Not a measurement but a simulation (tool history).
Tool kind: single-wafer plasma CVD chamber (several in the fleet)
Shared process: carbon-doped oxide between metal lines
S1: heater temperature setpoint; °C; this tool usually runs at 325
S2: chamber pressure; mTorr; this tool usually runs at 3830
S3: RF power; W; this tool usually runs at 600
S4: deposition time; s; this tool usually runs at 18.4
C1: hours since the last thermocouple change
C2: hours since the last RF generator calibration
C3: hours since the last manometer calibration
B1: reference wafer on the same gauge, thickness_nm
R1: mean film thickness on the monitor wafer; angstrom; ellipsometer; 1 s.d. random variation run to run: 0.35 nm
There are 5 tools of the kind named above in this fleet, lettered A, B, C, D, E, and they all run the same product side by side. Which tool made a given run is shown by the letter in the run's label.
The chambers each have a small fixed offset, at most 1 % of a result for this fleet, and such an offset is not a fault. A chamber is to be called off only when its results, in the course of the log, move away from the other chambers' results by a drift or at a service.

{"run": "1D", "hour": 2.7, "S1": 325, "S2": 3830, "S3": 600, "S4": 18.4, "C1": 693.7, "C2": 863.0, "C3": 1972.1, "B1": 112.02, "R1": 1108.5}
{"run": "2E", "hour": 5.4, "S1": 325, "S2": 3830, "S3": 600, "S4": 18.4, "C1": 611.2, "C2": 484.2, "C3": 1263.7, "B1": 112.0, "R1": 1106.1}
{"run": "3B", "hour": 9.3, "S1": 325, "S2": 3830, "S3": 600, "S4": 18.4, "C1": 753.0, "C2": 1559.1, "C3": 1022.0, "B1": 112.05, "R1": 1107.9}
{"run": "4A", "hour": 11.6, "S1": 325, "S2": 3830, "S3": 600, "S4": 18.4, "C1": 652.5, "C2": 254.6, "C3": 309.0, "B1": 112.02, "R1": 1110.9}
{"hour": 15.1, "done": "chamber E: capacitance manometer re-zeroed and calibrated"}
{"run": "5C", "hour": 15.3, "S1": 325, "S2": 3830, "S3": 600, "S4": 18.4, "C1": 681.1, "C2": 342.9, "C3": 1814.7, "B1": 112.09, "R1": 1106.2}
{"run": "6A", "hour": 20.5, "S1": 325, "S2": 3830, "S3": 600, "S4": 18.4, "C1": 661.4, "C2": 263.5, "C3": 317.9, "B1": 112.01, "R1": 1110.0}
{"run": "7D", "hour": 23.8, "S1": 317, "S2": 3830, "S3": 665, "S4": 18.4, "C1": 714.8, "C2": 884.1, "C3": 1993.2, "B1": 112.05, "R1": 1224.1}
{"run": "8B", "hour": 28.1, "S1": 317, "S2": 3830, "S3": 665, "S4": 18.4, "C1": 771.8, "C2": 1577.9, "C3": 1040.8, "B1": 112.02, "R1": 1208.3}
{"run": "9C", "hour": 31.8, "S1": 317, "S2": 3830, "S3": 665, "S4": 18.4, "C1": 697.6, "C2": 359.4, "C3": 1831.2, "B1": 112.08, "R1": 1210.7}
{"run": "10E", "hour": 37.1, "S1": 317, "S2": 3830, "S3": 665, "S4": 18.4, "C1": 642.9, "C2": 515.9, "C3": 22.0, "B1": 112.06, "R1": 1209.4}
{"run": "11D", "hour": 42.3, "S1": 317, "S2": 3830, "S3": 665, "S4": 18.4, "C1": 733.3, "C2": 902.6, "C3": 2011.7, "B1": 111.96, "R1": 1216.6}
{"run": "12B", "hour": 45.6, "S1": 325, "S2": 3830, "S3": 600, "S4": 18.4, "C1": 789.3, "C2": 1595.4, "C3": 1058.3, "B1": 112.01, "R1": 1096.9}
{"run": "13C", "hour": 48.4, "S1": 325, "S2": 3830, "S3": 600, "S4": 18.4, "C1": 714.2, "C2": 376.0, "C3": 1847.8, "B1": 112.04, "R1": 1105.4}
{"run": "14E", "hour": 51.1, "S1": 325, "S2": 3830, "S3": 600, "S4": 18.4, "C1": 656.9, "C2": 529.9, "C3": 36.0, "B1": 112.0, "R1": 1101.8}
{"run": "15A", "hour": 56.2, "S1": 325, "S2": 3830, "S3": 600, "S4": 18.4, "C1": 697.1, "C2": 299.2, "C3": 353.6, "B1": 111.99, "R1": 1108.6}
{"run": "16C", "hour": 59.2, "S1": 325, "S2": 3830, "S3": 600, "S4": 18.4, "C1": 725.0, "C2": 386.8, "C3": 1858.6, "B1": 112.01, "R1": 1097.3}
{"run": "17E", "hour": 63.6, "S1": 325, "S2": 3830, "S3": 600, "S4": 18.4, "C1": 669.4, "C2": 542.4, "C3": 48.5, "B1": 111.92, "R1": 1101.1}
{"run": "18A", "hour": 67.0, "S1": 325, "S2": 3830, "S3": 600, "S4": 18.4, "C1": 707.9, "C2": 310.0, "C3": 364.4, "B1": 112.0, "R1": 1108.3}
{"run": "19D", "hour": 71.2, "S1": 334, "S2": 3830, "S3": 600, "S4": 20.6, "C1": 762.2, "C2": 931.5, "C3": 2040.6, "B1": 111.98, "R1": 1198.1}
{"run": "20B", "hour": 75.8, "S1": 334, "S2": 3830, "S3": 600, "S4": 20.6, "C1": 819.5, "C2": 1625.6, "C3": 1088.5, "B1": 112.1, "R1": 1201.3}
{"run": "21A", "hour": 78.5, "S1": 334, "S2": 3830, "S3": 600, "S4": 20.6, "C1": 719.4, "C2": 321.5, "C3": 375.9, "B1": 112.03, "R1": 1197.6}
{"run": "22C", "hour": 81.6, "S1": 334, "S2": 3830, "S3": 600, "S4": 20.6, "C1": 747.4, "C2": 409.2, "C3": 1881.0, "B1": 111.89, "R1": 1198.5}
{"run": "23B", "hour": 86.3, "S1": 334, "S2": 3830, "S3": 600, "S4": 20.6, "C1": 830.0, "C2": 1636.1, "C3": 1099.0, "B1": 111.97, "R1": 1195.9}
{"run": "24E", "hour": 89.1, "S1": 325, "S2": 3830, "S3": 600, "S4": 18.4, "C1": 694.9, "C2": 567.9, "C3": 74.0, "B1": 111.94, "R1": 1091.8}
{"run": "25D", "hour": 93.5, "S1": 325, "S2": 3830, "S3": 600, "S4": 18.4, "C1": 784.5, "C2": 953.8, "C3": 2062.9, "B1": 111.99, "R1": 1109.6}
{"run": "26E", "hour": 96.7, "S1": 325, "S2": 3830, "S3": 600, "S4": 18.4, "C1": 702.5, "C2": 575.5, "C3": 81.6, "B1": 111.97, "R1": 1098.0}
{"run": "27C", "hour": 100.0, "S1": 325, "S2": 3830, "S3": 600, "S4": 18.4, "C1": 765.8, "C2": 427.6, "C3": 1899.4, "B1": 111.95, "R1": 1111.5}
{"run": "28A", "hour": 102.3, "S1": 325, "S2": 3830, "S3": 600, "S4": 18.4, "C1": 743.2, "C2": 345.3, "C3": 399.7, "B1": 111.95, "R1": 1111.5}
{"run": "29B", "hour": 107.5, "S1": 325, "S2": 3830, "S3": 600, "S4": 18.4, "C1": 851.2, "C2": 1657.3, "C3": 1120.2, "B1": 112.07, "R1": 1108.4}
{"run": "30D", "hour": 111.2, "S1": 325, "S2": 3830, "S3": 600, "S4": 18.4, "C1": 802.2, "C2": 971.5, "C3": 2080.6, "B1": 111.99, "R1": 1106.1}
{"run": "31E", "hour": 116.4, "S1": 325, "S2": 3830, "S3": 600, "S4": 18.4, "C1": 722.2, "C2": 595.2, "C3": 101.3, "B1": 111.98, "R1": 1080.0}
{"run": "32C", "hour": 120.2, "S1": 325, "S2": 3830, "S3": 600, "S4": 18.4, "C1": 786.0, "C2": 447.8, "C3": 1919.6, "B1": 111.98, "R1": 1105.2}
{"run": "33A", "hour": 123.2, "S1": 325, "S2": 3830, "S3": 600, "S4": 18.4, "C1": 764.1, "C2": 366.2, "C3": 420.6, "B1": 112.04, "R1": 1114.7}
{"run": "34B", "hour": 126.2, "S1": 325, "S2": 3830, "S3": 600, "S4": 18.4, "C1": 869.9, "C2": 1676.0, "C3": 1138.9, "B1": 112.06, "R1": 1099.1}
{"run": "35D", "hour": 131.4, "S1": 325, "S2": 3830, "S3": 600, "S4": 18.4, "C1": 822.4, "C2": 991.7, "C3": 2100.8, "B1": 112.01, "R1": 1110.5}
{"run": "36B", "hour": 136.1, "S1": 325, "S2": 3830, "S3": 600, "S4": 18.4, "C1": 879.8, "C2": 1685.9, "C3": 1148.8, "B1": 111.89, "R1": 1100.9}
{"run": "37C", "hour": 139.5, "S1": 325, "S2": 3830, "S3": 600, "S4": 18.4, "C1": 805.3, "C2": 467.1, "C3": 1938.9, "B1": 112.08, "R1": 1110.4}
{"run": "38D", "hour": 144.8, "S1": 325, "S2": 3830, "S3": 600, "S4": 18.4, "C1": 835.8, "C2": 1005.1, "C3": 2114.2, "B1": 111.89, "R1": 1110.3}
{"run": "39A", "hour": 147.7, "S1": 325, "S2": 3830, "S3": 600, "S4": 18.4, "C1": 788.6, "C2": 390.7, "C3": 445.1, "B1": 112.04, "R1": 1112.3}
{"run": "40E", "hour": 150.4, "S1": 325, "S2": 3830, "S3": 600, "S4": 18.4, "C1": 756.2, "C2": 629.2, "C3": 135.3, "B1": 112.02, "R1": 1072.0}
{"run": "41B", "hour": 155.6, "S1": 325, "S2": 3830, "S3": 600, "S4": 18.4, "C1": 899.3, "C2": 1705.4, "C3": 1168.3, "B1": 112.02, "R1": 1105.7}
{"run": "42A", "hour": 160.3, "S1": 325, "S2": 3830, "S3": 600, "S4": 18.4, "C1": 801.2, "C2": 403.3, "C3": 457.7, "B1": 112.05, "R1": 1114.8}
{"run": "43C", "hour": 163.6, "S1": 325, "S2": 3830, "S3": 600, "S4": 18.4, "C1": 829.4, "C2": 491.2, "C3": 1963.0, "B1": 111.98, "R1": 1113.0}

Does one chamber stand apart from the rest, does the shared gauge drift, or is all well apart from small per-chamber offsets? Give the chamber and the most likely cause, where there is one.

Chamber E drifts away from the others.
Most likely cause: delivered RF power below the setpoint (%) = 5.25.

Here are 4 candidates for chamber E's next run, each the usual settings with a change, their results left as question marks. Which one brings its results back in line with what the others give on the usual settings?
In line means no further than this from the other chambers' mean on the usual settings: R1 12.00 angstrom
{"run": "44E-1", "hour": 167.4, "S1": 325, "S2": 3700, "S3": 535, "S4": 18.4, "R1": "?"}
{"run": "44E-2", "hour": 167.4, "S1": 325, "S2": 3810, "S3": 590, "S4": 17.9, "R1": "?"}
{"run": "44E-3", "hour": 167.4, "S1": 322, "S2": 3830, "S3": 660, "S4": 18.4, "R1": "?"}
{"run": "44E-4", "hour": 167.4, "S1": 324, "S2": 3850, "S3": 610, "S4": 18.9, "R1": "?"}

Other chambers, usual settings, mean: R1 1107.00 angstrom
run=44E-1 R1=988.28
run=44E-2 R1=1025.70
run=44E-3 R1=1141.50
run=44E-4 R1=1109.50
44E-4 puts the chamber back in line with the other chambers.
